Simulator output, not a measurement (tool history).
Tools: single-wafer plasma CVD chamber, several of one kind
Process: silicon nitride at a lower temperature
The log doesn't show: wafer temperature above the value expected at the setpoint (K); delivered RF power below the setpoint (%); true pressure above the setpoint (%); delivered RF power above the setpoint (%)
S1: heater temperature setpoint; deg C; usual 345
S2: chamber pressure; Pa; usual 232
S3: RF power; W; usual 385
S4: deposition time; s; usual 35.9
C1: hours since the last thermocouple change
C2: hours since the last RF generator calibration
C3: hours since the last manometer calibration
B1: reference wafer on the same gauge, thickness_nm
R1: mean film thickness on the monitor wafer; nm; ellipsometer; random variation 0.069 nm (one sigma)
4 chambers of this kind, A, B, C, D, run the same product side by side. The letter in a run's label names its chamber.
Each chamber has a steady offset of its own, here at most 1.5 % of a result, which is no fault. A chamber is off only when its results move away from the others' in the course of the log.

Run 1A, hour 7.1: usual settings; C1 597.7; C2 1398.6; C3 714.7; B1 47.184. Result: R1 50.414 nm.
Run 2C, hour 13.3: usual settings; C1 742.2; C2 292.2; C3 1212.6; B1 47.195. Result: R1 50.843 nm.
Run 3D, hour 20.3: usual settings; C1 2159.8; C2 728.3; C3 1334.1; B1 47.187. Result: R1 50.246 nm.
Run 4B, hour 29.6: usual settings; C1 934.4; C2 955.0; C3 1068.5; B1 47.152. Result: R1 50.353 nm.
Run 5D, hour 35.4: usual settings; C1 2174.9; C2 743.4; C3 1349.2; B1 47.162. Result: R1 50.211 nm.
Run 6C, hour 42.3: usual settings; C1 771.2; C2 321.2; C3 1241.6; B1 47.170. Result: R1 50.800 nm.
Run 7A, hour 47.4: usual settings; C1 638.0; C2 1438.9; C3 755.0; B1 47.150. Result: R1 50.402 nm.
Run 8B, hour 53.9: usual settings; C1 958.7; C2 979.3; C3 1092.8; B1 47.124. Result: R1 50.370 nm.
At hour 57.9: chamber B: RF generator calibrated.
Run 9C, hour 63.3: usual settings; C1 792.2; C2 342.2; C3 1262.6; B1 47.142. Result: R1 50.847 nm.
Run 10D, hour 70.5: usual settings; C1 2210.0; C2 778.5; C3 1384.3; B1 47.125. Result: R1 50.103 nm.
Run 11B, hour 79.2: usual settings; C1 984.0; C2 21.4; C3 1118.1; B1 47.111. Result: R1 50.390 nm.
Run 12A, hour 84.4: usual settings; C1 675.0; C2 1475.9; C3 792.0; B1 47.121. Result: R1 50.276 nm.
Run 13C, hour 89.0: usual settings; C1 817.9; C2 367.9; C3 1288.3; B1 47.100. Result: R1 50.699 nm.
Run 14A, hour 97.9: usual settings; C1 688.5; C2 1489.4; C3 805.5; B1 47.078. Result: R1 50.518 nm.
Run 15D, hour 103.5: usual settings; C1 2243.0; C2 811.5; C3 1417.3; B1 47.073. Result: R1 50.095 nm.
Run 16B, hour 108.7: usual settings; C1 1013.5; C2 50.9; C3 1147.6; B1 47.087. Result: R1 50.340 nm.
Run 17C, hour 114.0: usual settings; C1 842.9; C2 392.9; C3 1313.3; B1 47.086. Result: R1 50.871 nm.
Run 18B, hour 122.8: usual settings; C1 1027.6; C2 65.0; C3 1161.7; B1 47.047. Result: R1 50.415 nm.
Run 19D, hour 131.5: usual settings; C1 2271.0; C2 839.5; C3 1445.3; B1 47.054. Result: R1 50.086 nm.
Run 20A, hour 137.2: usual settings; C1 727.8; C2 1528.7; C3 844.8; B1 47.055. Result: R1 50.142 nm.
Run 21A, hour 143.9: usual settings; C1 734.5; C2 1535.4; C3 851.5; B1 47.042. Result: R1 50.379 nm.
Run 22B, hour 153.0: usual settings; C1 1057.8; C2 95.2; C3 1191.9; B1 47.022. Result: R1 50.313 nm.
Run 23C, hour 157.8: usual settings; C1 886.7; C2 436.7; C3 1357.1; B1 47.025. Result: R1 50.723 nm.
Run 24D, hour 166.9: usual settings but S2 288 Pa, S3 335 W; C1 2306.4; C2 874.9; C3 1480.7; B1 47.028. Result: R1 48.555 nm.
At hour 173.2: chamber B: thermocouple changed; heater temperature recalibrated.
Run 25C, hour 176.3: usual settings but S2 288 Pa, S3 335 W; C1 905.2; C2 455.2; C3 1375.6; B1 47.000. Result: R1 49.045 nm.
Run 26B, hour 182.0: usual settings but S2 288 Pa, S3 335 W; C1 8.8; C2 124.2; C3 1220.9; B1 46.989. Result: R1 48.601 nm.
Run 27D, hour 186.2: usual settings but S2 288 Pa, S3 335 W; C1 2325.7; C2 894.2; C3 1500.0; B1 46.986. Result: R1 48.589 nm.
Run 28A, hour 193.6: usual settings; C1 784.2; C2 1585.1; C3 901.2; B1 46.975. Result: R1 50.141 nm.
Run 29A, hour 198.1: usual settings; C1 788.7; C2 1589.6; C3 905.7; B1 46.977. Result: R1 50.288 nm.
Run 30D, hour 206.9: usual settings; C1 2346.4; C2 914.9; C3 1520.7; B1 46.991. Result: R1 50.100 nm.
Run 31C, hour 211.2: usual settings; C1 940.1; C2 490.1; C3 1410.5; B1 46.979. Result: R1 50.676 nm.
Run 32B, hour 220.0: usual settings; C1 46.8; C2 162.2; C3 1258.9; B1 46.969. Result: R1 50.312 nm.
Run 33B, hour 225.6: usual settings but S4 40.8 s; C1 52.4; C2 167.8; C3 1264.5; B1 46.955. Result: R1 57.076 nm.
Run 34C, hour 231.0: usual settings but S4 40.8 s; C1 959.9; C2 509.9; C3 1430.3; B1 46.941. Result: R1 57.673 nm.

Next, every chamber runs the same settings. What will each give?
Run 35A, hour 237.8: usual settings but S4 39.9 s. Result: R1 ?.
Run 35B, hour 237.8: usual settings but S4 39.9 s. Result: R1 ?.
Run 35C, hour 237.8: usual settings but S4 39.9 s. Result: R1 ?.
Run 35D, hour 237.8: usual settings but S4 39.9 s. Result: R1 ?.

run      R1
35A  55.654
35B  55.848
35C  56.123
35D  55.469

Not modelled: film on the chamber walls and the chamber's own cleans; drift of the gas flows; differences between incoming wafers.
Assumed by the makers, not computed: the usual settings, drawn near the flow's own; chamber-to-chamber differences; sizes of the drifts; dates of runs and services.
